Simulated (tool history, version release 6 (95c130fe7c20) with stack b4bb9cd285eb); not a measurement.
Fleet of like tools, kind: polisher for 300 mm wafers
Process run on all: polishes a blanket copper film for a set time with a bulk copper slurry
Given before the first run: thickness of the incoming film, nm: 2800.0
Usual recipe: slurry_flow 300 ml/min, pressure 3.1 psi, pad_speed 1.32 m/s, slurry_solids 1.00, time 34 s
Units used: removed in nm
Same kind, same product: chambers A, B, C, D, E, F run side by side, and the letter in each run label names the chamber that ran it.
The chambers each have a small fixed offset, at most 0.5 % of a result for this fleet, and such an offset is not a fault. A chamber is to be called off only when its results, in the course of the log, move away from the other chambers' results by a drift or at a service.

| run | hour | slurry_flow | pressure | pad_speed | slurry_solids | time | wafers polished on this pad | hours since the slurry nozzle was cleaned | hours since the head pressure was calibrated | hours since the slurry blender was calibrated | removed |
|---|---|---|---|---|---|---|---|---|---|---|---|
|  | 1.5 | chamber C: worn pad replaced by a new one |
| 1B | 3.0 | 300 | 3.1 | 1.32 | 1.00 | 34 | 699 | 247.5 | 505.9 | 41.1 | 552.20 |
| 2F | 7.0 | 300 | 3.1 | 1.32 | 1.00 | 34 | 107 | 191.9 | 470.4 | 30.9 | 546.39 |
|  | 7.1 | chamber A: slurry blender recalibrated |
| 3E | 11.1 | 300 | 3.1 | 1.32 | 1.00 | 34 | 730 | 598.7 | 946.4 | 43.5 | 533.35 |
| 4D | 14.8 | 300 | 3.1 | 1.32 | 1.00 | 34 | 577 | 488.7 | 187.7 | 19.7 | 542.39 |
|  | 16.8 | chamber E: worn pad replaced by a new one |
| 5C | 20.2 | 300 | 3.1 | 1.32 | 1.00 | 34 | 221 | 146.4 | 624.2 | 274.7 | 545.16 |
| 6A | 24.7 | 300 | 3.1 | 1.32 | 1.00 | 34 | 528 | 292.8 | 718.3 | 17.7 | 530.33 |
| 7C | 30.1 | 300 | 3.1 | 1.32 | 1.00 | 34 | 338 | 156.3 | 634.1 | 284.6 | 553.34 |
| 8F | 34.3 | 300 | 3.1 | 1.32 | 1.00 | 34 | 429 | 219.2 | 497.7 | 58.2 | 542.02 |
| 9D | 38.2 | 300 | 3.1 | 1.32 | 1.00 | 34 | 853 | 512.1 | 211.1 | 43.1 | 537.81 |
|  | 38.6 | chamber D: worn pad replaced by a new one |
| 10A | 42.8 | 300 | 3.1 | 1.32 | 1.00 | 34 | 741 | 310.9 | 736.4 | 35.8 | 537.30 |
|  | 45.2 | chamber F: slurry nozzle cleaned |
| 11B | 48.5 | 300 | 3.1 | 1.32 | 1.00 | 34 | 1235 | 293.0 | 551.4 | 86.6 | 556.72 |
|  | 49.4 | chamber F: worn pad replaced by a new one |
| 12E | 53.1 | 300 | 3.1 | 1.32 | 1.00 | 34 | 428 | 640.7 | 988.4 | 85.5 | 532.15 |
|  | 53.5 | chamber C: worn pad replaced by a new one |
| 13F | 56.7 | 300 | 3.1 | 1.32 | 1.00 | 34 | 86 | 11.5 | 520.1 | 80.6 | 557.54 |
| 14E | 59.5 | 300 | 3.1 | 1.32 | 1.00 | 34 | 503 | 647.1 | 994.8 | 91.9 | 550.32 |
| 15C | 63.3 | 300 | 3.1 | 1.32 | 1.00 | 34 | 116 | 189.5 | 667.3 | 317.8 | 545.43 |
| 16B | 66.3 | 300 | 3.1 | 1.32 | 1.00 | 34 | 1445 | 310.8 | 569.2 | 104.4 | 541.35 |
|  | 67.5 | chamber B: slurry blender recalibrated |
|  | 67.5 | chamber E: slurry nozzle cleaned |
|  | 71.0 | chamber A: worn pad replaced by a new one |
| 17A | 71.7 | 300 | 3.1 | 1.32 | 1.00 | 34 | 8 | 339.8 | 765.3 | 64.7 | 546.00 |
|  | 76.1 | chamber C: slurry blender recalibrated |
| 18D | 77.2 | 300 | 3.1 | 1.32 | 1.00 | 34 | 456 | 551.1 | 250.1 | 82.1 | 531.72 |
|  | 78.2 | chamber B: worn pad replaced by a new one |
| 19B | 80.1 | 300 | 3.1 | 1.32 | 1.00 | 34 | 23 | 324.6 | 583.0 | 12.6 | 542.52 |
| 20E | 84.7 | 300 | 3.1 | 1.32 | 1.00 | 34 | 800 | 17.2 | 1020.0 | 117.1 | 543.95 |
|  | 88.2 | chamber E: slurry blender recalibrated |
| 21F | 90.0 | 300 | 3.1 | 1.32 | 1.00 | 34 | 479 | 44.8 | 553.4 | 113.9 | 532.31 |
| 22D | 92.7 | 300 | 3.1 | 1.32 | 1.00 | 34 | 638 | 566.6 | 265.6 | 97.6 | 543.08 |
|  | 93.1 | chamber D: slurry blender recalibrated |
|  | 95.1 | chamber E: worn pad replaced by a new one |
| 23A | 95.7 | 300 | 3.1 | 1.32 | 1.00 | 34 | 291 | 363.8 | 789.3 | 88.7 | 543.42 |
|  | 97.6 | chamber C: worn pad replaced by a new one |
|  | 100.5 | chamber F: worn pad replaced by a new one |
| 24C | 101.5 | 300 | 3.1 | 1.32 | 1.00 | 34 | 47 | 227.7 | 705.5 | 25.5 | 545.17 |
| 25C | 106.0 | 300 | 3.1 | 0.94 | 0.85 | 34 | 100 | 232.2 | 710.0 | 30.0 | 369.55 |
| 26A | 111.7 | 300 | 3.1 | 0.94 | 0.85 | 34 | 479 | 379.8 | 805.3 | 104.7 | 375.02 |
| 27D | 117.6 | 300 | 3.1 | 0.94 | 0.85 | 34 | 932 | 591.5 | 290.5 | 24.5 | 371.84 |
| 28F | 123.4 | 300 | 3.1 | 0.94 | 0.85 | 34 | 270 | 78.2 | 586.8 | 147.3 | 369.11 |
|  | 123.9 | chamber A: slurry nozzle cleaned |
| 29B | 126.2 | 300 | 3.1 | 0.94 | 0.85 | 34 | 566 | 370.7 | 629.1 | 58.7 | 374.76 |
|  | 128.9 | chamber D: worn pad replaced by a new one |
| 30E | 129.8 | 300 | 3.1 | 0.94 | 0.85 | 34 | 409 | 62.3 | 1065.1 | 41.7 | 368.49 |
| 31C | 134.8 | 300 | 3.1 | 1.32 | 1.00 | 34 | 439 | 261.0 | 738.8 | 58.8 | 544.92 |
| 32F | 137.5 | 300 | 3.1 | 1.32 | 1.00 | 34 | 437 | 92.3 | 600.9 | 161.4 | 533.03 |
| 33A | 140.4 | 300 | 3.1 | 1.32 | 1.00 | 34 | 818 | 16.6 | 834.0 | 133.4 | 546.51 |
| 34E | 143.8 | 300 | 3.1 | 1.32 | 1.00 | 34 | 574 | 76.3 | 1079.1 | 55.7 | 548.57 |
| 35B | 147.3 | 300 | 2.6 | 1.68 | 1.00 | 34 | 815 | 391.8 | 650.2 | 79.8 | 587.02 |
|  | 147.9 | chamber C: worn pad replaced by a new one |
| 36D | 151.6 | 300 | 2.6 | 1.68 | 1.00 | 34 | 267 | 625.5 | 324.5 | 58.5 | 573.18 |
| 37F | 154.6 | 300 | 2.6 | 1.68 | 1.00 | 34 | 638 | 109.4 | 618.0 | 178.5 | 583.68 |
|  | 156.8 | chamber B: slurry blender recalibrated |
| 38B | 157.1 | 300 | 2.6 | 1.68 | 1.00 | 34 | 930 | 401.6 | 660.0 | 0.4 | 573.79 |
| 39C | 159.6 | 300 | 2.6 | 1.68 | 1.00 | 34 | 138 | 285.8 | 763.6 | 83.6 | 565.41 |
| 40D | 164.4 | 300 | 2.6 | 1.68 | 1.00 | 34 | 418 | 638.3 | 337.3 | 71.3 | 573.57 |

Read the log: is a single chamber off, either drifting away or since a service, is the gauge that measures every chamber drifting, or is nothing wrong beyond small per-chamber offsets? Name any odd chamber and what most likely caused it.

Neither any chamber nor the gauge drifts; the chambers differ only by their own small, steady offsets.
